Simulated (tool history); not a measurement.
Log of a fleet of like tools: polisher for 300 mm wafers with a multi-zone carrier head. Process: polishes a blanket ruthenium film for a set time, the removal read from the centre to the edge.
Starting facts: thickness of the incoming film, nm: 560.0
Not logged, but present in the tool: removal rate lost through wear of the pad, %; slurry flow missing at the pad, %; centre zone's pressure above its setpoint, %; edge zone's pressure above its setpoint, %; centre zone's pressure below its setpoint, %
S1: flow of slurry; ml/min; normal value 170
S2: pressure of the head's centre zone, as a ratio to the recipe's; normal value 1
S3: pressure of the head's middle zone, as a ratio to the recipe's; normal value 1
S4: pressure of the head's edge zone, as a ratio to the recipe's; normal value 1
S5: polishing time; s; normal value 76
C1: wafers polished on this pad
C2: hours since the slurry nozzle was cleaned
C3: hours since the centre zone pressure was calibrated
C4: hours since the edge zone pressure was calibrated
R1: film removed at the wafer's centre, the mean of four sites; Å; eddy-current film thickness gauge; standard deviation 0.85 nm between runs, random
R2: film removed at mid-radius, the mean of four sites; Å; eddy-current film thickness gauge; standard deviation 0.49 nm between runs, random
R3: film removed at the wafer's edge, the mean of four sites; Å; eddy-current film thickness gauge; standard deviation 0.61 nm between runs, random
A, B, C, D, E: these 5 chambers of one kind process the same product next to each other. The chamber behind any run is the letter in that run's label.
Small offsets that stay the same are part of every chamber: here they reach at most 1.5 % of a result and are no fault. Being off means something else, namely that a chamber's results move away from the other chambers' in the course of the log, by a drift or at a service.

| run | hour | S1 | S2 | S3 | S4 | S5 | C1 | C2 | C3 | C4 | R1 | R2 | R3 |
|---|---|---|---|---|---|---|---|---|---|---|---|---|---|
| 1D | 10.2 | 170 | 1 | 1 | 1 | 76 | 317 | 130.3 | 196.6 | 79.2 | 724.83 | 714.26 | 698.93 |
| 2C | 22.9 | 170 | 1 | 1 | 1 | 76 | 782 | 472.3 | 408.9 | 1039.5 | 710.44 | 707.23 | 711.62 |
| 3B | 28.9 | 170 | 1 | 1 | 1 | 76 | 927 | 442 | 449.2 | 111.4 | 711.14 | 695.92 | 694.24 |
| 4E | 40.8 | 170 | 1 | 1 | 1 | 76 | 279 | 71.2 | 277.9 | 799.7 | 701.75 | 709.2 | 703.3 |
| 5A | 49.3 | 170 | 1 | 1 | 1 | 76 | 1173 | 290.3 | 923 | 427.6 | 695.47 | 700.98 | 689.05 |
| 6D | 55.6 | 170 | 1 | 1 | 1 | 76 | 609 | 175.7 | 242 | 124.6 | 717.26 | 711.06 | 699.33 |
| 7C | 62.1 | 170 | 1 | 1 | 1 | 76 | 1034 | 511.5 | 448.1 | 1078.7 | 696.55 | 707.56 | 710.68 |
|  | 68 | chamber D: worn pad replaced by a new one |
| 8E | 71 | 170 | 1 | 1 | 1 | 76 | 474 | 101.4 | 308.1 | 829.9 | 703.8 | 706.28 | 696.41 |
| 9A | 81.3 | 170 | 1 | 1 | 1 | 76 | 1379 | 322.3 | 955 | 459.6 | 702.02 | 707.31 | 680.5 |
| 10B | 88.1 | 170 | 0.9 | 1 | 1 | 91 | 1308 | 501.2 | 508.4 | 170.6 | 742.96 | 844.09 | 847.81 |
|  | 97.5 | chamber A: worn pad replaced by a new one |
|  | 101.1 | chamber E: worn pad replaced by a new one |
| 11D | 101.4 | 170 | 0.9 | 1 | 1 | 91 | 215 | 221.5 | 287.8 | 170.4 | 749.28 | 850.26 | 845.23 |
|  | 105.8 | chamber B: worn pad replaced by a new one |
| 12A | 109.3 | 170 | 0.9 | 1 | 1 | 91 | 76 | 350.3 | 983 | 487.6 | 765.29 | 858.39 | 833.18 |
|  | 120.3 | chamber C: worn pad replaced by a new one |
| 13B | 122.2 | 170 | 0.9 | 1 | 1 | 91 | 105 | 535.3 | 542.5 | 204.7 | 730.77 | 847.39 | 848.25 |
| 14E | 135.1 | 170 | 0.9 | 1 | 1 | 91 | 219 | 165.5 | 372.2 | 894 | 752.65 | 835.35 | 827.34 |
|  | 138.7 | chamber A: slurry nozzle cleaned |
| 15C | 145.7 | 170 | 1 | 1 | 1 | 76 | 163 | 595.1 | 531.7 | 1162.3 | 720 | 701.67 | 696.48 |
| 16A | 154.7 | 170 | 1 | 1 | 1 | 76 | 368 | 16 | 1028.4 | 533 | 692.18 | 719.42 | 687.09 |
|  | 158 | chamber D: worn pad replaced by a new one |
| 17C | 167 | 170 | 1 | 1 | 1 | 76 | 301 | 616.4 | 553 | 1183.6 | 710.32 | 710.18 | 710.93 |
|  | 173.6 | chamber E: edge zone pressure recalibrated |
| 18E | 175.1 | 170 | 1 | 1 | 1 | 76 | 476 | 205.5 | 412.2 | 1.5 | 707.17 | 702.86 | 694.05 |
| 19D | 187.1 | 170 | 1 | 1 | 1 | 76 | 187 | 307.2 | 373.5 | 256.1 | 681.78 | 696.7 | 696.36 |
|  | 191.5 | chamber B: edge zone pressure recalibrated |
|  | 192.4 | chamber C: slurry nozzle cleaned |
| 20B | 198.2 | 170 | 1 | 1 | 1 | 76 | 594 | 611.3 | 618.5 | 6.8 | 705.56 | 705.67 | 708.13 |
| 21D | 204.3 | 170 | 1 | 1 | 1 | 76 | 298 | 324.4 | 390.7 | 273.3 | 670.52 | 685.64 | 683.55 |
| 22E | 217.1 | 170 | 1 | 1 | 1 | 76 | 747 | 247.5 | 454.2 | 43.5 | 696.3 | 710.72 | 701.19 |
|  | 217.5 | chamber E: worn pad replaced by a new one |
| 23B | 227.2 | 170 | 1 | 1 | 1 | 76 | 781 | 640.3 | 647.5 | 35.8 | 689.33 | 699.11 | 709.84 |
| 24C | 240.2 | 170 | 0.88 | 1 | 1 | 76 | 772 | 47.9 | 626.2 | 1256.8 | 626.38 | 704.68 | 696.29 |
| 25A | 248.9 | 170 | 0.88 | 1 | 1 | 76 | 975 | 110.2 | 1122.6 | 627.2 | 612.04 | 709.15 | 687.02 |
| 26E | 260.4 | 170 | 0.88 | 1 | 1 | 76 | 276 | 290.8 | 497.5 | 86.8 | 612.56 | 699.54 | 691.87 |
|  | 262.6 | chamber D: worn pad replaced by a new one |
| 27D | 271.3 | 170 | 0.88 | 1 | 1 | 76 | 56 | 391.4 | 457.7 | 340.3 | 568.76 | 672.09 | 675.78 |
|  | 275.5 | chamber B: slurry nozzle cleaned |
| 28B | 277.8 | 170 | 0.88 | 1 | 1 | 76 | 1107 | 2.4 | 698.1 | 86.4 | 609.36 | 705.96 | 703.44 |
| 29A | 286.3 | 170 | 1 | 1 | 0.94 | 76 | 1216 | 147.6 | 1160 | 664.6 | 697.18 | 695.02 | 671.91 |
|  | 291.1 | chamber A: worn pad replaced by a new one |
| 30C | 297.2 | 170 | 1 | 1 | 0.94 | 76 | 1139 | 104.9 | 683.2 | 1313.8 | 710.12 | 704.69 | 677.2 |
|  | 299.1 | chamber B: worn pad replaced by a new one |
| 31D | 304.3 | 170 | 1 | 1 | 0.94 | 76 | 269 | 424.4 | 490.7 | 373.3 | 651.97 | 658.98 | 643.66 |
| 32A | 312.9 | 170 | 1 | 1 | 0.94 | 76 | 140 | 174.2 | 1186.6 | 691.2 | 713.39 | 708.28 | 683.53 |
| 33C | 325.3 | 170 | 1 | 1 | 0.94 | 76 | 1320 | 133 | 711.3 | 1341.9 | 706.39 | 707.29 | 686.38 |
| 34E | 331.6 | 170 | 1 | 1 | 1 | 76 | 734 | 362 | 568.7 | 158 | 692.85 | 704.41 | 691.75 |
| 35B | 342.2 | 170 | 1 | 1.09 | 1 | 76 | 278 | 66.8 | 762.5 | 150.8 | 710.47 | 761.54 | 713.35 |

The same settings go to every chamber for the next run, one line per chamber below. Forecast the results for each:
| 36A | 351.8 | 170 | 1 | 1 | 1 | 76 |  |  |  |  | ? | ? | ? |
| 36B | 351.8 | 170 | 1 | 1 | 1 | 76 |  |  |  |  | ? | ? | ? |
| 36C | 351.8 | 170 | 1 | 1 | 1 | 76 |  |  |  |  | ? | ? | ? |
| 36D | 351.8 | 170 | 1 | 1 | 1 | 76 |  |  |  |  | ? | ? | ? |
| 36E | 351.8 | 170 | 1 | 1 | 1 | 76 |  |  |  |  | ? | ? | ? |

| run | R1 | R2 | R3 |
|---|---|---|---|
| 36A | 705.71 | 715.45 | 703.05 |
| 36B | 698.81 | 704.58 | 716.62 |
| 36C | 703.13 | 718.99 | 704.49 |
| 36D | 620.83 | 632.73 | 643.7 |
| 36E | 709.09 | 702.62 | 693.93 |
